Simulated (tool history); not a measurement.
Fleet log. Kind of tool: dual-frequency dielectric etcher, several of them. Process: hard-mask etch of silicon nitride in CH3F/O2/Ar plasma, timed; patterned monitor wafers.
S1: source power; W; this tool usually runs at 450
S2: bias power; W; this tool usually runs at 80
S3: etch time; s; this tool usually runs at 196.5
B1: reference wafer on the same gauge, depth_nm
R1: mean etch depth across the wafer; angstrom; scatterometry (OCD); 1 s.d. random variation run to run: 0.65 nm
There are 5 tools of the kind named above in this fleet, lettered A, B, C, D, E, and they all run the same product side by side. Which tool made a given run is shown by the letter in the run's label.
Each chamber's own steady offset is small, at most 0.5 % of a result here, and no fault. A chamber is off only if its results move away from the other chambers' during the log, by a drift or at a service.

run,hour,S1,S2,S3,B1,R1
1B,8.5,450,80,196.5,154.02,1482.8
2E,17.4,450,80,196.5,153.93,1482.5
3A,26,450,80,196.5,154.19,1479.4
# hour 40.3: chamber D: source power generator calibrated
4C,40.9,450,80,196.5,153.99,1495.2
# hour 42.8: chamber D: wet clean of the chamber
5D,52.2,450,80,196.5,153.87,1495
6A,61.5,450,80,196.5,154.09,1486.4
7C,70.1,450,80,196.5,154.08,1479.2
8B,83.4,450,80,196.5,154.03,1471.7
9D,94.6,450,72,196.5,153.98,1432.7
10E,110.5,450,72,196.5,153.81,1427.4
11C,123.4,450,72,196.5,153.93,1424.9
12B,137.1,450,72,196.5,153.96,1435.5
13E,151.2,450,72,196.5,153.92,1428.2
14D,158.5,450,80,196.5,154.07,1490.9
# hour 166.3: chamber B: wet clean of the chamber
15A,173.9,490,80,151,154.03,1176.4
16A,182.5,490,80,151,153.88,1181
17D,198,490,80,151,153.92,1178.9
18E,213.3,490,80,151,153.91,1172.2
19B,222.9,490,80,151,153.89,1178.7
20C,231.8,450,80,196.5,154.06,1483.1
21A,248.1,420,70,196.5,153.88,1378.4
22C,262.5,420,70,196.5,153.99,1375.1
23B,270.4,420,70,196.5,154.06,1372.8
24D,284.1,420,70,196.5,153.97,1394.3
25E,296.6,420,70,196.5,153.99,1354.9
26A,307.7,450,80,196.5,153.96,1485.6
27B,320.1,450,80,196.5,153.96,1472.9
28E,331.4,450,80,196.5,153.89,1461.4
# hour 334.1: chamber C: wet clean of the chamber
29D,347,450,80,196.5,154.07,1482.9
30C,357.9,450,80,196.5,154.12,1485.1
31A,368.7,450,80,196.5,154.03,1491.5
32B,376.8,450,80,196.5,153.85,1493.6
33E,389.2,450,80,196.5,154,1441
34D,404.3,450,80,196.5,153.99,1491.3

Is one chamber off against the others, does the gauge drift, or is nothing wrong? If a chamber is off, say which, and what the likeliest cause is.

Chamber E drifts away from the others.
Cause: etch rate under this chamber's usual, % = 3.49.

Here are 4 candidates for chamber E's next run, each the usual settings with a change, their results left as question marks. Which one brings its results back in line with what the others give on the usual settings?
In line means no further than this from the other chambers' mean on the usual settings: R1 23 angstrom
35E-1,416.2,450,79,191,,?
35E-2,416.2,460,81,208,,?
35E-3,416.2,410,73,196.5,,?
35E-4,416.2,490,80,196.5,,?

What the other chambers average on the usual settings: R1 1485.9 angstrom
run,R1
35E-1,1395.7
35E-2,1546
35E-3,1348.8
35E-4,1489.2
35E-4 puts the chamber back in line with the other chambers.

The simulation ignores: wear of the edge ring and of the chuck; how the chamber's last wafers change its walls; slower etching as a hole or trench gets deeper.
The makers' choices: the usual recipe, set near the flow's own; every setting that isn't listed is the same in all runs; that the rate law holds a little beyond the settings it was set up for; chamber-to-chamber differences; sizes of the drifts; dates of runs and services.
